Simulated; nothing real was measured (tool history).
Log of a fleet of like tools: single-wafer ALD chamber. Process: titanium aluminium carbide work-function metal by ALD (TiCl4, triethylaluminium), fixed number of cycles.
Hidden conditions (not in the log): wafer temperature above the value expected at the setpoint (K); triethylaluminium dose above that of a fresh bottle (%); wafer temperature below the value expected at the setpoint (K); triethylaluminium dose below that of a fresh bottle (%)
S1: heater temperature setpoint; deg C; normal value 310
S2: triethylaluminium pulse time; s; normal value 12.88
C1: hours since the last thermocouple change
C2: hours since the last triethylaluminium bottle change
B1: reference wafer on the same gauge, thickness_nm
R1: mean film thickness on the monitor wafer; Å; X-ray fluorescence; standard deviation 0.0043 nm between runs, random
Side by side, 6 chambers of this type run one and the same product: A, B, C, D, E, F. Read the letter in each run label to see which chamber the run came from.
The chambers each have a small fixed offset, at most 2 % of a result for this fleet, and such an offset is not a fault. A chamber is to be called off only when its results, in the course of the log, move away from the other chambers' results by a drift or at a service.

| run | hour | S1 | S2 | C1 | C2 | B1 | R1 |
|---|---|---|---|---|---|---|---|
| 1A | 10.2 | 310 | 12.88 | 1145.6 | 372 | 1.7099 | 21.458 |
| 2B | 23 | 310 | 12.88 | 763.4 | 67.1 | 1.7106 | 21.69 |
| 3C | 36.6 | 310 | 12.88 | 563.6 | 671.2 | 1.7095 | 21.298 |
| 4F | 44.3 | 310 | 12.88 | 588 | 1472.2 | 1.7101 | 21.371 |
| 5E | 55.1 | 310 | 12.88 | 568.5 | 496.9 | 1.7098 | 21.539 |
| 6D | 63.5 | 310 | 12.88 | 441.9 | 405.9 | 1.7093 | 21.231 |
| 7A | 71.2 | 310 | 12.88 | 1206.6 | 433 | 1.7108 | 21.372 |
| 8C | 85 | 310 | 12.88 | 612 | 719.6 | 1.71 | 21.298 |
| 9D | 97.6 | 310 | 12.88 | 476 | 440 | 1.7103 | 21.204 |
|  | 102.3 | chamber F: triethylaluminium bottle replaced |
| 10F | 109.7 | 310 | 14.66 | 653.4 | 7.5 | 1.7102 | 21.465 |
| 11B | 117.2 | 310 | 14.66 | 857.6 | 161.3 | 1.7091 | 21.842 |
| 12E | 125.1 | 310 | 14.66 | 638.5 | 566.9 | 1.7098 | 21.711 |
| 13F | 141.3 | 310 | 14.66 | 685 | 39.1 | 1.7095 | 21.423 |
| 14D | 152.9 | 310 | 14.66 | 531.3 | 495.3 | 1.7107 | 21.289 |
| 15A | 166.6 | 310 | 14.66 | 1302 | 528.4 | 1.7102 | 21.623 |
| 16B | 182.7 | 310 | 12.88 | 923.1 | 226.8 | 1.7091 | 21.62 |
| 17E | 192.6 | 310 | 12.88 | 706 | 634.4 | 1.7101 | 21.46 |
| 18C | 200.5 | 310 | 12.88 | 727.5 | 835.1 | 1.7105 | 21.228 |
| 19C | 215.9 | 310 | 12.88 | 742.9 | 850.5 | 1.711 | 21.155 |
| 20F | 224.3 | 310 | 12.88 | 768 | 122.1 | 1.7101 | 21.364 |
| 21A | 235.6 | 310 | 12.88 | 1371 | 597.4 | 1.7101 | 21.457 |
| 22E | 245.4 | 296 | 12.88 | 758.8 | 687.2 | 1.7107 | 20.297 |
| 23D | 260.2 | 296 | 12.88 | 638.6 | 602.6 | 1.709 | 20.009 |
| 24B | 271.5 | 296 | 12.88 | 1011.9 | 315.6 | 1.709 | 20.45 |
| 25D | 281.5 | 296 | 12.88 | 659.9 | 623.9 | 1.7093 | 19.955 |
| 26B | 288.6 | 296 | 12.88 | 1029 | 332.7 | 1.7098 | 20.434 |
| 27A | 297.5 | 296 | 12.88 | 1432.9 | 659.3 | 1.7098 | 20.211 |
| 28F | 308.3 | 310 | 12.88 | 852 | 206.1 | 1.7105 | 21.313 |
| 29E | 317.4 | 310 | 12.88 | 830.8 | 759.2 | 1.7103 | 21.563 |
| 30C | 327.5 | 310 | 8.17 | 854.5 | 962.1 | 1.7102 | 19.495 |
| 31C | 343.7 | 310 | 8.17 | 870.7 | 978.3 | 1.7095 | 19.432 |
| 32E | 352.3 | 310 | 8.17 | 865.7 | 794.1 | 1.71 | 20.321 |
| 33B | 364.7 | 310 | 8.17 | 1105.1 | 408.8 | 1.7098 | 20.548 |
| 34F | 373.4 | 310 | 8.17 | 917.1 | 271.2 | 1.7099 | 20.368 |
| 35A | 381.9 | 310 | 8.17 | 1517.3 | 743.7 | 1.7095 | 20.403 |
| 36D | 394.4 | 299 | 12.88 | 772.8 | 736.8 | 1.7094 | 20.225 |
| 37A | 402.2 | 299 | 12.88 | 1537.6 | 764 | 1.71 | 20.355 |
| 38C | 413.2 | 299 | 12.88 | 940.2 | 1047.8 | 1.7104 | 19.989 |

All chambers now run identical settings, listed one chamber a line with results as question marks. What results will each chamber show?
| 39A | 424.8 | 310 | 12.88 |  |  |  | ? |
| 39B | 424.8 | 310 | 12.88 |  |  |  | ? |
| 39C | 424.8 | 310 | 12.88 |  |  |  | ? |
| 39D | 424.8 | 310 | 12.88 |  |  |  | ? |
| 39E | 424.8 | 310 | 12.88 |  |  |  | ? |
| 39F | 424.8 | 310 | 12.88 |  |  |  | ? |

| run | R1 |
|---|---|
| 39A | 21.419 |
| 39B | 21.679 |
| 39C | 20.931 |
| 39D | 21.148 |
| 39E | 21.47 |
| 39F | 21.395 |
